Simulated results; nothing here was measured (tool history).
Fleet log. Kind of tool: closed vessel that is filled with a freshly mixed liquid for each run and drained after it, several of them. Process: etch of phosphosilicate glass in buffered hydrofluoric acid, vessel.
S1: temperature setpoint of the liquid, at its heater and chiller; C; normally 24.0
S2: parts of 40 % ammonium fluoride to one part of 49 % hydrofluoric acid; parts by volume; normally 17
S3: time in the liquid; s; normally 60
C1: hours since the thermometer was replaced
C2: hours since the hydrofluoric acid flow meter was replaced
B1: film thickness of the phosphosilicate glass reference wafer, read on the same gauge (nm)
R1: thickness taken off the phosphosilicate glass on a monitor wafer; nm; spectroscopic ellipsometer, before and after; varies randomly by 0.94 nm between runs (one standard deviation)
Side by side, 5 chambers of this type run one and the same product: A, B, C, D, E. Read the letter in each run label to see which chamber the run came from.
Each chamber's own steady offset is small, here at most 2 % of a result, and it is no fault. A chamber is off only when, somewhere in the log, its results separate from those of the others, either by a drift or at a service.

{"run": "1E", "hour": 6.3, "S1": 24.0, "S2": 17, "S3": 60, "C1": 555.2, "C2": 908.6, "B1": 109.97, "R1": 182.35}
{"run": "2D", "hour": 10.2, "S1": 24.0, "S2": 17, "S3": 60, "C1": 487.9, "C2": 295.3, "B1": 109.94, "R1": 183.6}
{"run": "3A", "hour": 14.8, "S1": 24.0, "S2": 17, "S3": 60, "C1": 273.0, "C2": 569.4, "B1": 109.98, "R1": 179.11}
{"run": "4C", "hour": 19.8, "S1": 24.0, "S2": 17, "S3": 60, "C1": 723.9, "C2": 1104.4, "B1": 110.01, "R1": 184.66}
{"run": "5B", "hour": 26.9, "S1": 24.0, "S2": 17, "S3": 60, "C1": 1051.0, "C2": 210.5, "B1": 109.99, "R1": 183.62}
{"run": "6C", "hour": 32.9, "S1": 24.0, "S2": 17, "S3": 60, "C1": 737.0, "C2": 1117.5, "B1": 109.96, "R1": 183.98}
{"run": "7D", "hour": 37.8, "S1": 24.0, "S2": 17, "S3": 60, "C1": 515.5, "C2": 322.9, "B1": 109.98, "R1": 183.02}
{"run": "8B", "hour": 43.4, "S1": 24.0, "S2": 17, "S3": 60, "C1": 1067.5, "C2": 227.0, "B1": 109.97, "R1": 184.58}
{"run": "9E", "hour": 47.9, "S1": 24.0, "S2": 17, "S3": 60, "C1": 596.8, "C2": 950.2, "B1": 110.03, "R1": 181.36}
{"run": "10A", "hour": 51.4, "S1": 24.0, "S2": 17, "S3": 45, "C1": 309.6, "C2": 606.0, "B1": 109.94, "R1": 133.92}
{"run": "11C", "hour": 55.8, "S1": 24.0, "S2": 17, "S3": 45, "C1": 759.9, "C2": 1140.4, "B1": 110.0, "R1": 137.41}
{"run": "12B", "hour": 59.8, "S1": 24.0, "S2": 17, "S3": 45, "C1": 1083.9, "C2": 243.4, "B1": 110.01, "R1": 137.05}
{"run": "13A", "hour": 64.9, "S1": 24.0, "S2": 17, "S3": 45, "C1": 323.1, "C2": 619.5, "B1": 110.04, "R1": 135.41}
{"run": "14D", "hour": 70.6, "S1": 24.0, "S2": 17, "S3": 45, "C1": 548.3, "C2": 355.7, "B1": 110.0, "R1": 136.46}
{"run": "15E", "hour": 74.8, "S1": 24.0, "S2": 17, "S3": 60, "C1": 623.7, "C2": 977.1, "B1": 110.02, "R1": 180.77}
{"run": "16D", "hour": 79.4, "S1": 24.0, "S2": 17, "S3": 60, "C1": 557.1, "C2": 364.5, "B1": 110.0, "R1": 182.9}
{"run": "17E", "hour": 84.0, "S1": 24.0, "S2": 17, "S3": 60, "C1": 632.9, "C2": 986.3, "B1": 110.02, "R1": 179.73}
{"run": "18A", "hour": 90.6, "S1": 24.0, "S2": 17, "S3": 60, "C1": 348.8, "C2": 645.2, "B1": 109.99, "R1": 178.39}
{"run": "19B", "hour": 96.4, "S1": 24.0, "S2": 17, "S3": 60, "C1": 1120.5, "C2": 280.0, "B1": 110.04, "R1": 182.45}
{"hour": 97.3, "done": "chamber C: thermometer replaced"}
{"run": "20C", "hour": 103.0, "S1": 24.0, "S2": 17, "S3": 60, "C1": 5.7, "C2": 1187.6, "B1": 110.03, "R1": 182.44}
{"run": "21A", "hour": 110.5, "S1": 24.0, "S2": 17, "S3": 60, "C1": 368.7, "C2": 665.1, "B1": 110.02, "R1": 179.69}
{"run": "22D", "hour": 118.0, "S1": 24.0, "S2": 17, "S3": 60, "C1": 595.7, "C2": 403.1, "B1": 110.03, "R1": 181.9}
{"run": "23C", "hour": 123.6, "S1": 24.0, "S2": 17, "S3": 60, "C1": 26.3, "C2": 1208.2, "B1": 110.02, "R1": 184.55}
{"run": "24E", "hour": 127.1, "S1": 24.0, "S2": 17, "S3": 60, "C1": 676.0, "C2": 1029.4, "B1": 109.98, "R1": 180.7}
{"run": "25B", "hour": 134.7, "S1": 24.0, "S2": 17, "S3": 60, "C1": 1158.8, "C2": 318.3, "B1": 110.04, "R1": 183.51}
{"run": "26C", "hour": 142.1, "S1": 22.0, "S2": 21, "S3": 60, "C1": 44.8, "C2": 1226.7, "B1": 109.99, "R1": 136.37}
{"run": "27A", "hour": 145.7, "S1": 22.0, "S2": 21, "S3": 60, "C1": 403.9, "C2": 700.3, "B1": 110.05, "R1": 133.25}
{"run": "28E", "hour": 153.4, "S1": 22.0, "S2": 21, "S3": 60, "C1": 702.3, "C2": 1055.7, "B1": 109.97, "R1": 135.75}
{"run": "29D", "hour": 159.4, "S1": 22.0, "S2": 21, "S3": 60, "C1": 637.1, "C2": 444.5, "B1": 110.04, "R1": 135.83}
{"run": "30B", "hour": 163.6, "S1": 22.0, "S2": 21, "S3": 60, "C1": 1187.7, "C2": 347.2, "B1": 110.0, "R1": 135.11}
{"run": "31C", "hour": 170.4, "S1": 24.0, "S2": 17, "S3": 60, "C1": 73.1, "C2": 1255.0, "B1": 109.97, "R1": 184.51}
{"run": "32A", "hour": 175.5, "S1": 24.0, "S2": 17, "S3": 60, "C1": 433.7, "C2": 730.1, "B1": 110.05, "R1": 180.76}
{"run": "33E", "hour": 182.4, "S1": 24.0, "S2": 17, "S3": 60, "C1": 731.3, "C2": 1084.7, "B1": 109.99, "R1": 180.62}
{"run": "34D", "hour": 190.0, "S1": 24.0, "S2": 17, "S3": 60, "C1": 667.7, "C2": 475.1, "B1": 110.01, "R1": 182.09}
{"run": "35B", "hour": 196.7, "S1": 24.0, "S2": 17, "S3": 60, "C1": 1220.8, "C2": 380.3, "B1": 110.0, "R1": 183.76}

Does one chamber stand apart from the rest, does the shared gauge drift, or is all well apart from small per-chamber offsets? Give the chamber and the most likely cause, where there is one.

Neither any chamber nor the gauge drifts; the chambers differ only by their own small, steady offsets.
